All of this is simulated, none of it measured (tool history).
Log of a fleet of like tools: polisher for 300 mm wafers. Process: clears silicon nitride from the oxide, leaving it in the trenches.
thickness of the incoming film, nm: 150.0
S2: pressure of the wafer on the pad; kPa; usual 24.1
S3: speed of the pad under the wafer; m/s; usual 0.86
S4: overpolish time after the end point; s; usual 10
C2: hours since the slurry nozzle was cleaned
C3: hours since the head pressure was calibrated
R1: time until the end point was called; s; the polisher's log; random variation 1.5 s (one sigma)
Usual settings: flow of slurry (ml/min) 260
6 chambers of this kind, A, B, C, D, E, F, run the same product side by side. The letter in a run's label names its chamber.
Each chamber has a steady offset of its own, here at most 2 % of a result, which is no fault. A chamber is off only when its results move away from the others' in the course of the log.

-- hour=5.5 chamber E: worn pad replaced by a new one
run 1B hour=8.4 | flow_of_slurry_(ml/min)=260 S2=24.1 S3=0.86 S4=10 | wafers_polished_on_this_pad=501 C2=727.6 C3=486.7 | R1=175.86
run 2C hour=14.3 | flow_of_slurry_(ml/min)=260 S2=24.1 S3=0.86 S4=10 | wafers_polished_on_this_pad=1021 C2=87.6 C3=384.8 | R1=180.44
run 3F hour=18.6 | flow_of_slurry_(ml/min)=260 S2=24.1 S3=0.86 S4=10 | wafers_polished_on_this_pad=461 C2=119.5 C3=662.7 | R1=176.27
-- hour=24.2 chamber D: worn pad replaced by a new one
run 4A hour=24.5 | flow_of_slurry_(ml/min)=260 S2=24.1 S3=0.86 S4=10 | wafers_polished_on_this_pad=178 C2=178.6 C3=521.4 | R1=174.93
-- hour=25.6 chamber B: slurry nozzle cleaned
run 5E hour=31.1 | flow_of_slurry_(ml/min)=260 S2=24.1 S3=0.86 S4=10 | wafers_polished_on_this_pad=157 C2=160.4 C3=603.8 | R1=175.29
run 6D hour=35.7 | flow_of_slurry_(ml/min)=260 S2=24.1 S3=0.86 S4=10 | wafers_polished_on_this_pad=71 C2=246.4 C3=438.2 | R1=174.75
run 7F hour=43.5 | flow_of_slurry_(ml/min)=260 S2=24.1 S3=0.86 S4=10 | wafers_polished_on_this_pad=614 C2=144.4 C3=687.6 | R1=177.88
-- hour=46.8 chamber F: worn pad replaced by a new one
run 8A hour=49.7 | flow_of_slurry_(ml/min)=260 S2=24.1 S3=0.86 S4=10 | wafers_polished_on_this_pad=332 C2=203.8 C3=546.6 | R1=176.22
run 9B hour=54.2 | flow_of_slurry_(ml/min)=260 S2=24.1 S3=0.86 S4=10 | wafers_polished_on_this_pad=783 C2=28.7 C3=532.5 | R1=175.51
-- hour=57.6 chamber B: worn pad replaced by a new one
run 10C hour=61.4 | flow_of_slurry_(ml/min)=260 S2=24.1 S3=0.86 S4=10 | wafers_polished_on_this_pad=1311 C2=134.7 C3=431.9 | R1=180.25
-- hour=62.2 chamber D: head pressure recalibrated
run 11D hour=68.1 | flow_of_slurry_(ml/min)=260 S2=28.3 S3=1.10 S4=10 | wafers_polished_on_this_pad=270 C2=278.8 C3=5.9 | R1=118.91
run 12E hour=76.1 | flow_of_slurry_(ml/min)=260 S2=28.3 S3=1.10 S4=10 | wafers_polished_on_this_pad=434 C2=205.4 C3=648.8 | R1=118.12
run 13B hour=82.7 | flow_of_slurry_(ml/min)=260 S2=28.3 S3=1.10 S4=10 | wafers_polished_on_this_pad=154 C2=57.2 C3=561.0 | R1=115.63
run 14D hour=86.7 | flow_of_slurry_(ml/min)=260 S2=28.3 S3=1.10 S4=10 | wafers_polished_on_this_pad=384 C2=297.4 C3=24.5 | R1=116.59
run 15A hour=94.1 | flow_of_slurry_(ml/min)=260 S2=28.3 S3=1.10 S4=10 | wafers_polished_on_this_pad=605 C2=248.2 C3=591.0 | R1=117.29
-- hour=96.1 chamber E: worn pad replaced by a new one
run 16E hour=100.6 | flow_of_slurry_(ml/min)=260 S2=28.3 S3=1.10 S4=10 | wafers_polished_on_this_pad=28 C2=229.9 C3=673.3 | R1=115.91
-- hour=104.1 chamber E: head pressure recalibrated
run 17C hour=106.6 | flow_of_slurry_(ml/min)=260 S2=24.1 S3=0.86 S4=10 | wafers_polished_on_this_pad=1589 C2=179.9 C3=477.1 | R1=181.72
run 18F hour=110.8 | flow_of_slurry_(ml/min)=260 S2=24.1 S3=0.86 S4=10 | wafers_polished_on_this_pad=393 C2=211.7 C3=754.9 | R1=178.06
run 19D hour=118.7 | flow_of_slurry_(ml/min)=260 S2=29.6 S3=0.86 S4=10 | wafers_polished_on_this_pad=581 C2=329.4 C3=56.5 | R1=145.35
run 20C hour=124.5 | flow_of_slurry_(ml/min)=260 S2=29.6 S3=0.86 S4=10 | wafers_polished_on_this_pad=1699 C2=197.8 C3=495.0 | R1=150.31
run 21A hour=128.7 | flow_of_slurry_(ml/min)=260 S2=29.6 S3=0.86 S4=10 | wafers_polished_on_this_pad=818 C2=282.8 C3=625.6 | R1=142.03
-- hour=132.7 chamber A: head pressure recalibrated
run 22E hour=133.0 | flow_of_slurry_(ml/min)=260 S2=29.6 S3=0.86 S4=10 | wafers_polished_on_this_pad=227 C2=262.3 C3=28.9 | R1=141.66
-- hour=133.9 chamber B: head pressure recalibrated
run 23B hour=137.4 | flow_of_slurry_(ml/min)=260 S2=29.6 S3=0.86 S4=10 | wafers_polished_on_this_pad=491 C2=111.9 C3=3.5 | R1=142.82
run 24F hour=145.4 | flow_of_slurry_(ml/min)=260 S2=29.6 S3=0.86 S4=10 | wafers_polished_on_this_pad=606 C2=246.3 C3=789.5 | R1=144.21
run 25C hour=149.5 | flow_of_slurry_(ml/min)=260 S2=24.1 S3=0.86 S4=10 | wafers_polished_on_this_pad=1853 C2=222.8 C3=520.0 | R1=183.67
run 26A hour=157.5 | flow_of_slurry_(ml/min)=260 S2=24.1 S3=0.86 S4=6 | wafers_polished_on_this_pad=995 C2=311.6 C3=24.8 | R1=176.46
-- hour=162.0 chamber F: worn pad replaced by a new one
run 27E hour=164.1 | flow_of_slurry_(ml/min)=260 S2=24.1 S3=0.86 S4=6 | wafers_polished_on_this_pad=418 C2=293.4 C3=60.0 | R1=176.74
-- hour=165.7 chamber E: worn pad replaced by a new one
run 28F hour=171.5 | flow_of_slurry_(ml/min)=260 S2=24.1 S3=0.86 S4=6 | wafers_polished_on_this_pad=58 C2=272.4 C3=815.6 | R1=178.46
run 29D hour=179.7 | flow_of_slurry_(ml/min)=260 S2=24.1 S3=0.86 S4=6 | wafers_polished_on_this_pad=956 C2=390.4 C3=117.5 | R1=176.30
-- hour=181.6 chamber B: worn pad replaced by a new one
run 30B hour=183.5 | flow_of_slurry_(ml/min)=260 S2=24.1 S3=0.86 S4=6 | wafers_polished_on_this_pad=11 C2=158.0 C3=49.6 | R1=173.44
run 31B hour=191.6 | flow_of_slurry_(ml/min)=260 S2=24.1 S3=0.86 S4=6 | wafers_polished_on_this_pad=61 C2=166.1 C3=57.7 | R1=174.48
run 32F hour=195.7 | flow_of_slurry_(ml/min)=260 S2=24.1 S3=0.86 S4=10 | wafers_polished_on_this_pad=207 C2=296.6 C3=839.8 | R1=173.35
-- hour=202.6 chamber A: worn pad replaced by a new one
run 33A hour=203.4 | flow_of_slurry_(ml/min)=260 S2=24.1 S3=0.86 S4=10 | wafers_polished_on_this_pad=5 C2=357.5 C3=70.7 | R1=175.11
-- hour=208.2 chamber D: worn pad replaced by a new one
run 34E hour=211.1 | flow_of_slurry_(ml/min)=260 S2=24.1 S3=0.86 S4=10 | wafers_polished_on_this_pad=279 C2=340.4 C3=107.0 | R1=177.82
run 35D hour=218.5 | flow_of_slurry_(ml/min)=260 S2=24.1 S3=0.86 S4=10 | wafers_polished_on_this_pad=63 C2=429.2 C3=156.3 | R1=177.86
run 36C hour=223.8 | flow_of_slurry_(ml/min)=260 S2=24.1 S3=0.86 S4=10 | wafers_polished_on_this_pad=2309 C2=297.1 C3=594.3 | R1=190.37
run 37C hour=227.4 | flow_of_slurry_(ml/min)=260 S2=24.1 S3=0.86 S4=10 | wafers_polished_on_this_pad=2332 C2=300.7 C3=597.9 | R1=189.24
run 38E hour=234.1 | flow_of_slurry_(ml/min)=260 S2=24.1 S3=0.86 S4=10 | wafers_polished_on_this_pad=421 C2=363.4 C3=130.0 | R1=179.54
run 39A hour=239.7 | flow_of_slurry_(ml/min)=260 S2=24.1 S3=0.86 S4=10 | wafers_polished_on_this_pad=228 C2=393.8 C3=107.0 | R1=176.94

Next, every chamber runs the same settings. What will each give?
run 40A hour=245.7 | flow_of_slurry_(ml/min)=260 S2=24.1 S3=0.86 S4=6 | R1=?
run 40B hour=245.7 | flow_of_slurry_(ml/min)=260 S2=24.1 S3=0.86 S4=6 | R1=?
run 40C hour=245.7 | flow_of_slurry_(ml/min)=260 S2=24.1 S3=0.86 S4=6 | R1=?
run 40D hour=245.7 | flow_of_slurry_(ml/min)=260 S2=24.1 S3=0.86 S4=6 | R1=?
run 40E hour=245.7 | flow_of_slurry_(ml/min)=260 S2=24.1 S3=0.86 S4=6 | R1=?
run 40F hour=245.7 | flow_of_slurry_(ml/min)=260 S2=24.1 S3=0.86 S4=6 | R1=?

run=40A R1=175.64
run=40B R1=176.02
run=40C R1=187.24
run=40D R1=174.08
run=40E R1=177.40
run=40F R1=176.01

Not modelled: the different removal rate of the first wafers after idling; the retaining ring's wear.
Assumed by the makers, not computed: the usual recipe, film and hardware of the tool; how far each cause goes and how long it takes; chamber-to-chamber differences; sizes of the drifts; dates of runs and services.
